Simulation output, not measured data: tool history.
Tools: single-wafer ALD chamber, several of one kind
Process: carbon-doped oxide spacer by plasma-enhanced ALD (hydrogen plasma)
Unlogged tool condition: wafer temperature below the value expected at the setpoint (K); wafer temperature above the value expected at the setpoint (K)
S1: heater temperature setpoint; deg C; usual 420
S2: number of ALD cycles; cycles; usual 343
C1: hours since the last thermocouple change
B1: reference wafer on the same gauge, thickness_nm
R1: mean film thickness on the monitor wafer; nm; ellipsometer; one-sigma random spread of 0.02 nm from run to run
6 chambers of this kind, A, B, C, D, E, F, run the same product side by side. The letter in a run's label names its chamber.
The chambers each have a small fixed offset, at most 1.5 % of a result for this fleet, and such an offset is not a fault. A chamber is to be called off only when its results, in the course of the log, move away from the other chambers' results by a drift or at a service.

run     day   S1   S2      C1      B1      R1
 1D   0.296  420  343  2629.9  15.402  16.253
 2C   0.517  420  343  1341.3  15.406  15.902
 3E   0.892  420  343   507.5  15.405  16.024
      1.212  -- chamber D: thermocouple changed; heater temperature recalibrated
 4B   1.254  420  343   192.6  15.407  16.025
 5F   1.575  420  343   941.1  15.418  16.149
 6A   1.942  420  343  1459.5  15.415  16.127
 7B   2.229  420  343     216  15.412  16.093
 8D    2.55  420  343    32.2  15.415  16.259
 9F   2.879  420  343   972.4  15.417  16.148
10E   3.146  420  343   561.6  15.417  16.054
11A   3.454  420  343  1495.8  15.419  16.135
12C   3.879  420  343    1422   15.43  15.934
13F   4.304  412  308  1006.6  15.426  14.862
14E   4.725  412  308   599.5   15.43  14.782
15A   5.096  412  308  1535.2  15.432  14.866
16D   5.417  412  308     101  15.434  14.983
17B   5.762  412  308   300.8  15.431  14.833
18C   6.079  412  308  1474.8  15.432  14.675
19C     6.4  420  343  1482.5  15.436  15.965
20F   6.717  420  343  1064.5  15.442  16.165
      6.929  -- chamber C: thermocouple changed; heater temperature recalibrated
21E   7.146  420  343   657.6  15.443  16.074
22A   7.338  406  343    1589  15.446  16.891
23D   7.546  406  343   152.1  15.453  17.005
24B   7.975  406  343   353.9  15.446  16.865
25F   8.171  406  343  1099.4   15.45  16.906
26E   8.404  406  343   687.8  15.443  16.791
27C   8.788  406  343    44.6   15.45  16.742
28D   9.158  420  343   190.8  15.456  16.255
29B     9.4  420  343   388.1  15.456  16.159
30A   9.704  433  343  1645.8  15.458  15.515
31D  10.038  433  343   211.9  15.464  15.638
32C  10.229  433  343    79.2   15.46  15.362
33B  10.558  433  343   415.9  15.459  15.464
34A  10.871  433  343  1673.8  15.465  15.522
35F  11.183  433  343  1171.7  15.464  15.532
36E  11.429  420  343   760.4  15.467  16.115
37C  11.775  420  343   116.3  15.475  16.002
38E  12.075  420  343   775.9  15.471  16.086
39F  12.346  420  343  1199.6  15.471  16.213
40D  12.692  420  343   275.6  15.478  16.279

All chambers now run identical settings, listed one chamber a line with results as question marks. What results will each chamber show?
41A  13.004  412  343           ?
41B  13.004  412  343           ?
41C  13.004  412  343           ?
41D  13.004  412  343           ?
41E  13.004  412  343           ?
41F  13.004  412  343           ?

run      R1
41A  16.608
41B   16.59
41C  16.457
41D  16.694
41E  16.529
41F  16.596

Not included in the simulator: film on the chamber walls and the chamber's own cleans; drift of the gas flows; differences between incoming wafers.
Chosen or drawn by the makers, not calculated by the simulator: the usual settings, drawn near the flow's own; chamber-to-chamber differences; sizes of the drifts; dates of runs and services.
